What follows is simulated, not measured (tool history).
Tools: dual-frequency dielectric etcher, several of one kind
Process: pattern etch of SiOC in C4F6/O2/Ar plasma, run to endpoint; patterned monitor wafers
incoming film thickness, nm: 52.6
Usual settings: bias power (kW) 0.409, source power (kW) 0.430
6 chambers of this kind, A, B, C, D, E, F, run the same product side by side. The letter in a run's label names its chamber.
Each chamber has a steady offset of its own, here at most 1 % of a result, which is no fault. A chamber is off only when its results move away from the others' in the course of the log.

-- hour=3.6 chamber D: wet clean of the chamber
run 1B hour=6.6 | bias_power_(kW)=0.409 source_power_(kW)=0.430 | endpoint_time_(s)=18.377
run 2E hour=11.9 | bias_power_(kW)=0.409 source_power_(kW)=0.430 | endpoint_time_(s)=18.477
run 3F hour=17.3 | bias_power_(kW)=0.409 source_power_(kW)=0.430 | endpoint_time_(s)=18.738
-- hour=23.3 chamber E: wet clean of the chamber
run 4C hour=25.9 | bias_power_(kW)=0.409 source_power_(kW)=0.430 | endpoint_time_(s)=18.858
run 5A hour=36.5 | bias_power_(kW)=0.409 source_power_(kW)=0.430 | endpoint_time_(s)=18.627
run 6D hour=46.4 | bias_power_(kW)=0.409 source_power_(kW)=0.430 | endpoint_time_(s)=18.608
-- hour=49.0 chamber C: source power generator calibrated
run 7A hour=55.1 | bias_power_(kW)=0.409 source_power_(kW)=0.430 | endpoint_time_(s)=18.718
run 8D hour=65.6 | bias_power_(kW)=0.409 source_power_(kW)=0.430 | endpoint_time_(s)=18.389
run 9F hour=73.5 | bias_power_(kW)=0.409 source_power_(kW)=0.430 | endpoint_time_(s)=18.572
run 10C hour=80.1 | bias_power_(kW)=0.409 source_power_(kW)=0.430 | endpoint_time_(s)=18.651
run 11B hour=85.4 | bias_power_(kW)=0.409 source_power_(kW)=0.430 | endpoint_time_(s)=18.482
run 12E hour=92.4 | bias_power_(kW)=0.409 source_power_(kW)=0.430 | endpoint_time_(s)=18.579
run 13D hour=97.4 | bias_power_(kW)=0.409 source_power_(kW)=0.430 | endpoint_time_(s)=18.465
run 14A hour=107.0 | bias_power_(kW)=0.409 source_power_(kW)=0.430 | endpoint_time_(s)=18.844
run 15E hour=112.0 | bias_power_(kW)=0.409 source_power_(kW)=0.430 | endpoint_time_(s)=18.603
run 16B hour=118.0 | bias_power_(kW)=0.409 source_power_(kW)=0.430 | endpoint_time_(s)=18.654
run 17F hour=126.4 | bias_power_(kW)=0.409 source_power_(kW)=0.430 | endpoint_time_(s)=18.489
-- hour=134.4 chamber B: wet clean of the chamber
run 18C hour=137.1 | bias_power_(kW)=0.409 source_power_(kW)=0.430 | endpoint_time_(s)=18.632
run 19A hour=146.7 | bias_power_(kW)=0.409 source_power_(kW)=0.430 | endpoint_time_(s)=18.630
run 20B hour=156.1 | bias_power_(kW)=0.409 source_power_(kW)=0.430 | endpoint_time_(s)=18.782
-- hour=157.9 chamber C: wet clean of the chamber
run 21C hour=161.9 | bias_power_(kW)=0.478 source_power_(kW)=0.430 | endpoint_time_(s)=17.497
run 22F hour=168.4 | bias_power_(kW)=0.478 source_power_(kW)=0.430 | endpoint_time_(s)=17.606
run 23E hour=175.5 | bias_power_(kW)=0.478 source_power_(kW)=0.430 | endpoint_time_(s)=17.443
run 24D hour=186.1 | bias_power_(kW)=0.478 source_power_(kW)=0.430 | endpoint_time_(s)=17.462
-- hour=191.9 chamber F: wet clean of the chamber
-- hour=193.4 chamber C: bias power generator calibrated
run 25B hour=196.0 | bias_power_(kW)=0.478 source_power_(kW)=0.430 | endpoint_time_(s)=17.512
-- hour=197.6 chamber A: source power generator calibrated
run 26F hour=204.6 | bias_power_(kW)=0.478 source_power_(kW)=0.430 | endpoint_time_(s)=17.665
run 27D hour=213.0 | bias_power_(kW)=0.409 source_power_(kW)=0.430 | endpoint_time_(s)=18.238
run 28C hour=219.7 | bias_power_(kW)=0.409 source_power_(kW)=0.430 | endpoint_time_(s)=18.459
run 29A hour=225.2 | bias_power_(kW)=0.409 source_power_(kW)=0.430 | endpoint_time_(s)=18.618
run 30E hour=236.3 | bias_power_(kW)=0.409 source_power_(kW)=0.430 | endpoint_time_(s)=18.557
run 31D hour=246.5 | bias_power_(kW)=0.409 source_power_(kW)=0.430 | endpoint_time_(s)=18.526
run 32A hour=257.3 | bias_power_(kW)=0.409 source_power_(kW)=0.430 | endpoint_time_(s)=18.488
run 33F hour=266.5 | bias_power_(kW)=0.409 source_power_(kW)=0.430 | endpoint_time_(s)=18.491
run 34B hour=274.4 | bias_power_(kW)=0.324 source_power_(kW)=0.430 | endpoint_time_(s)=20.366
run 35E hour=284.5 | bias_power_(kW)=0.324 source_power_(kW)=0.430 | endpoint_time_(s)=20.066
run 36C hour=295.0 | bias_power_(kW)=0.324 source_power_(kW)=0.430 | endpoint_time_(s)=19.996
run 37B hour=300.8 | bias_power_(kW)=0.324 source_power_(kW)=0.430 | endpoint_time_(s)=20.026
run 38D hour=307.5 | bias_power_(kW)=0.324 source_power_(kW)=0.430 | endpoint_time_(s)=20.057
run 39E hour=314.2 | bias_power_(kW)=0.324 source_power_(kW)=0.430 | endpoint_time_(s)=20.078
run 40C hour=322.3 | bias_power_(kW)=0.409 source_power_(kW)=0.430 | endpoint_time_(s)=18.610
run 41A hour=329.2 | bias_power_(kW)=0.409 source_power_(kW)=0.430 | endpoint_time_(s)=18.674
run 42F hour=334.1 | bias_power_(kW)=0.409 source_power_(kW)=0.430 | endpoint_time_(s)=18.559
run 43B hour=342.1 | bias_power_(kW)=0.409 source_power_(kW)=0.430 | endpoint_time_(s)=18.577

Next, every chamber runs the same settings. What will each give?
run 44A hour=350.0 | bias_power_(kW)=0.409 source_power_(kW)=0.330 | endpoint_time_(s)=?
run 44B hour=350.0 | bias_power_(kW)=0.409 source_power_(kW)=0.330 | endpoint_time_(s)=?
run 44C hour=350.0 | bias_power_(kW)=0.409 source_power_(kW)=0.330 | endpoint_time_(s)=?
run 44D hour=350.0 | bias_power_(kW)=0.409 source_power_(kW)=0.330 | endpoint_time_(s)=?
run 44E hour=350.0 | bias_power_(kW)=0.409 source_power_(kW)=0.330 | endpoint_time_(s)=?
run 44F hour=350.0 | bias_power_(kW)=0.409 source_power_(kW)=0.330 | endpoint_time_(s)=?

run=44A endpoint_time_(s)=20.424
run=44B endpoint_time_(s)=20.648
run=44C endpoint_time_(s)=20.544
run=44D endpoint_time_(s)=20.364
run=44E endpoint_time_(s)=20.372
run=44F endpoint_time_(s)=20.417
